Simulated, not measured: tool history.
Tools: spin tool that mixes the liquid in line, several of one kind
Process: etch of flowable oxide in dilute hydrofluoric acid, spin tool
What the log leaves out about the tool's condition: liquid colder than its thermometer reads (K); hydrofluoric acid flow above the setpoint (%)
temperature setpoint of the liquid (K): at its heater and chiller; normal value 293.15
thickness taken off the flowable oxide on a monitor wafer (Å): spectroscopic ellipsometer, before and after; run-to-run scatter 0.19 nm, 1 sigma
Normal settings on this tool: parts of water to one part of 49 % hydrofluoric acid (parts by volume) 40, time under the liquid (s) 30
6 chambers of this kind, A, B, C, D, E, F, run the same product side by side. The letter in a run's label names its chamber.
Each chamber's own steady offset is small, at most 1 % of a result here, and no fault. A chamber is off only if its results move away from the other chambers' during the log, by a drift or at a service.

run   hour  temperature setpoint of the liquid (K)  parts of water to one part of 49 % hydrofluoric acid (parts by volume)  time under the liquid (s)  hours since the thermometer was replaced  hours since the hydrofluoric acid flow meter was replaced  read-back film thickness of the flowable oxide reference wafer, read on the same gauge (nm)  thickness taken off the flowable oxide on a monitor wafer (Å)
 1E    4.4                                  293.15                                                                      40                         30                                     141.1                                                      450.4                                                                                       110.01                                                         246.94
 2C   11.4                                  293.15                                                                      40                         30                                    1085.8                                                      740.1                                                                                       110.01                                                         245.37
 3F   18.1                                  293.15                                                                      40                         30                                     971.5                                                       31.1                                                                                       110.03                                                         243.19
 4D   24.5                                  293.15                                                                      40                         30                                    1613.9                                                     1146.2                                                                                       109.98                                                         242.11
      25.0  -- chamber D: thermometer replaced
 5B   28.9                                  293.15                                                                      40                         30                                     345.6                                                      842.9                                                                                       110.01                                                         242.26
 6A   36.3                                  293.15                                                                      40                         30                                     294.4                                                     1853.5                                                                                       110.01                                                         246.72
 7D   42.7                                  293.15                                                                      40                         30                                      17.8                                                     1164.4                                                                                       110.01                                                         245.77
 8F   48.5                                  293.15                                                                      40                         30                                    1001.9                                                       61.5                                                                                       110.01                                                         248.41
 9A   55.0                                  293.15                                                                      40                         30                                     313.1                                                     1872.2                                                                                       110.00                                                         249.86
10E   63.1                                  293.15                                                                      40                         30                                     199.8                                                      509.1                                                                                       110.00                                                         245.99
11C   71.2                                  293.15                                                                      40                         30                                    1145.6                                                      799.9                                                                                       109.98                                                         247.01
      73.7  -- chamber B: hydrofluoric acid flow meter replaced
      75.3  -- chamber C: hydrofluoric acid flow meter replaced
12B   78.7                                  293.15                                                                      25                         30                                     395.4                                                        5.1                                                                                       110.00                                                         394.06
      79.0  -- chamber A: hydrofluoric acid flow meter replaced
13F   83.2                                  293.15                                                                      25                         30                                    1036.6                                                       96.2                                                                                       110.00                                                         402.64
14C   89.5                                  293.15                                                                      25                         30                                    1163.9                                                       14.2                                                                                       110.00                                                         404.49
15D   97.2                                  293.15                                                                      25                         30                                      72.3                                                     1218.9                                                                                       110.02                                                         409.44
16A  102.1                                  293.15                                                                      25                         30                                     360.2                                                       23.1                                                                                       109.98                                                         396.09
17E  108.8                                  293.15                                                                      25                         30                                     245.5                                                      554.8                                                                                       110.01                                                         400.29
18B  115.6                                  293.15                                                                      40                         30                                     432.3                                                       42.0                                                                                       109.99                                                         246.27
19B  123.6                                  293.15                                                                      40                         30                                     440.3                                                       50.0                                                                                       110.00                                                         243.65
20A  130.8                                  293.15                                                                      40                         30                                     388.9                                                       51.8                                                                                       110.04                                                         245.04
21F  134.4                                  295.15                                                                      30                         30                                    1087.8                                                      147.4                                                                                       110.00                                                         369.13
22D  139.1                                  295.15                                                                      30                         30                                     114.2                                                     1260.8                                                                                       110.02                                                         374.72
23C  144.4                                  295.15                                                                      30                         30                                    1218.8                                                       69.1                                                                                       110.03                                                         366.89
24E  148.4                                  295.15                                                                      30                         30                                     285.1                                                      594.4                                                                                       109.99                                                         362.02
25B  152.3                                  295.15                                                                      30                         30                                     469.0                                                       78.7                                                                                       110.04                                                         359.88
26F  160.3                                  295.15                                                                      30                         30                                    1113.7                                                      173.3                                                                                       109.99                                                         358.68
27E  168.3                                  293.15                                                                      40                         30                                     305.0                                                      614.3                                                                                       109.99                                                         248.39
28D  173.1                                  293.15                                                                      40                         30                                     148.2                                                     1294.8                                                                                       109.98                                                         253.58
29C  177.3                                  293.15                                                                      40                         30                                    1251.7                                                      102.0                                                                                       110.01                                                         243.45
30A  184.9                                  293.15                                                                      40                         30                                     443.0                                                      105.9                                                                                       110.00                                                         242.44
31D  190.9                                  293.15                                                                      40                         30                                     166.0                                                     1312.6                                                                                       109.99                                                         255.20
32B  195.2                                  293.15                                                                      40                         30                                     511.9                                                      121.6                                                                                       110.00                                                         242.21
33E  201.0                                  293.15                                                                      40                         30                                     337.7                                                      647.0                                                                                       109.99                                                         247.12
34C  208.2                                  293.15                                                                      40                         30                                    1282.6                                                      132.9                                                                                       109.99                                                         250.20
35A  214.9                                  293.15                                                                      40                         35                                     473.0                                                      135.9                                                                                       110.02                                                         280.39
36F  219.4                                  293.15                                                                      40                         35                                    1172.8                                                      232.4                                                                                       110.01                                                         285.96
37B  227.4                                  293.15                                                                      40                         35                                     544.1                                                      153.8                                                                                       110.02                                                         283.58
38F  235.1                                  293.15                                                                      40                         35                                    1188.5                                                      248.1                                                                                       109.99                                                         288.15
39D  239.2                                  293.15                                                                      40                         35                                     214.3                                                     1360.9                                                                                       109.97                                                         305.69
40C  247.1                                  293.15                                                                      40                         35                                    1321.5                                                      171.8                                                                                       109.99                                                         288.76
41A  253.0                                  293.15                                                                      40                         30                                     511.1                                                      174.0                                                                                       109.99                                                         242.86

All 6 chambers run these settings next. Forecast each chamber's results:
42A  258.9                                  293.15                                                                      25                         30                                                                                                                                                                                                                                                                ?
42B  258.9                                  293.15                                                                      25                         30                                                                                                                                                                                                                                                                ?
42C  258.9                                  293.15                                                                      25                         30                                                                                                                                                                                                                                                                ?
42D  258.9                                  293.15                                                                      25                         30                                                                                                                                                                                                                                                                ?
42E  258.9                                  293.15                                                                      25                         30                                                                                                                                                                                                                                                                ?
42F  258.9                                  293.15                                                                      25                         30                                                                                                                                                                                                                                                                ?

run  thickness taken off the flowable oxide on a monitor wafer (Å)
42A                                                         398.40
42B                                                         388.78
42C                                                         404.55
42D                                                         426.75
42E                                                         401.41
42F                                                         404.78
